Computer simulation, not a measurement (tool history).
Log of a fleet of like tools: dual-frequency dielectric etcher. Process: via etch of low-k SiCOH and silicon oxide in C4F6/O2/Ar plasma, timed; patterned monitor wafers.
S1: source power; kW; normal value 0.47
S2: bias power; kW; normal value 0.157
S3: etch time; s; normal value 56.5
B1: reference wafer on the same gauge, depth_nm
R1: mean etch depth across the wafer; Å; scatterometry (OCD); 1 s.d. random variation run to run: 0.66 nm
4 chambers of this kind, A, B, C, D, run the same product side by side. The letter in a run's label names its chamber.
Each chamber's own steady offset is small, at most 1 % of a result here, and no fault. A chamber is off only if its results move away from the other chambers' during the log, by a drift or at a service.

run 1D hour=4.7 | S1=0.47 S2=0.157 S3=56.5 | B1=128.94 | R1=1517.4
run 2B hour=9.5 | S1=0.47 S2=0.157 S3=56.5 | B1=128.9 | R1=1505.3
run 3A hour=14.2 | S1=0.47 S2=0.157 S3=56.5 | B1=129.09 | R1=1511.1
run 4C hour=20.7 | S1=0.47 S2=0.157 S3=56.5 | B1=129.05 | R1=1507.2
run 5D hour=27.3 | S1=0.47 S2=0.157 S3=56.5 | B1=129.08 | R1=1505.6
-- hour=29.6 chamber C: wet clean of the chamber
run 6A hour=32.9 | S1=0.47 S2=0.157 S3=56.5 | B1=129.01 | R1=1492.9
run 7C hour=36.5 | S1=0.47 S2=0.157 S3=56.5 | B1=128.91 | R1=1520.1
run 8B hour=40.4 | S1=0.47 S2=0.157 S3=56.5 | B1=129.11 | R1=1510.6
run 9D hour=44.6 | S1=0.47 S2=0.157 S3=56.5 | B1=128.96 | R1=1521.9
run 10B hour=50.3 | S1=0.47 S2=0.157 S3=56.5 | B1=128.97 | R1=1505.8
run 11A hour=53.9 | S1=0.47 S2=0.157 S3=56.5 | B1=129.03 | R1=1490.1
run 12C hour=60.2 | S1=0.47 S2=0.157 S3=56.5 | B1=129.12 | R1=1522.8
run 13D hour=65.3 | S1=0.47 S2=0.157 S3=56.5 | B1=129.14 | R1=1500.7
run 14B hour=68.4 | S1=0.47 S2=0.157 S3=56.5 | B1=128.96 | R1=1509.6
run 15C hour=72.4 | S1=0.36 S2=0.157 S3=68.5 | B1=129.12 | R1=1645.7
run 16A hour=75.9 | S1=0.36 S2=0.157 S3=68.5 | B1=129.08 | R1=1608.8
run 17B hour=82.8 | S1=0.36 S2=0.157 S3=68.5 | B1=129.01 | R1=1649.9
run 18A hour=87.4 | S1=0.36 S2=0.157 S3=68.5 | B1=128.96 | R1=1612.1
run 19C hour=91 | S1=0.47 S2=0.125 S3=56.5 | B1=129 | R1=1414.9
run 20D hour=95.9 | S1=0.47 S2=0.125 S3=56.5 | B1=128.99 | R1=1419.5
run 21C hour=100.6 | S1=0.47 S2=0.125 S3=56.5 | B1=129 | R1=1424.4
run 22A hour=103.8 | S1=0.47 S2=0.125 S3=56.5 | B1=128.91 | R1=1368.9
run 23D hour=107.6 | S1=0.47 S2=0.157 S3=56.5 | B1=129.04 | R1=1508.8
run 24B hour=111 | S1=0.47 S2=0.157 S3=56.5 | B1=129 | R1=1502.1
run 25D hour=117.6 | S1=0.47 S2=0.157 S3=56.5 | B1=129.02 | R1=1508
run 26C hour=121.4 | S1=0.47 S2=0.157 S3=56.5 | B1=128.86 | R1=1515.9
run 27B hour=127 | S1=0.47 S2=0.157 S3=56.5 | B1=129.07 | R1=1491

For the next run the whole fleet of 4 chambers uses the same settings. Give each chamber's results:
run 28A hour=132.2 | S1=0.47 S2=0.157 S3=56.5 | R1=?
run 28B hour=132.2 | S1=0.47 S2=0.157 S3=56.5 | R1=?
run 28C hour=132.2 | S1=0.47 S2=0.157 S3=56.5 | R1=?
run 28D hour=132.2 | S1=0.47 S2=0.157 S3=56.5 | R1=?

run=28A R1=1469
run=28B R1=1497.2
run=28C R1=1509.7
run=28D R1=1514.2
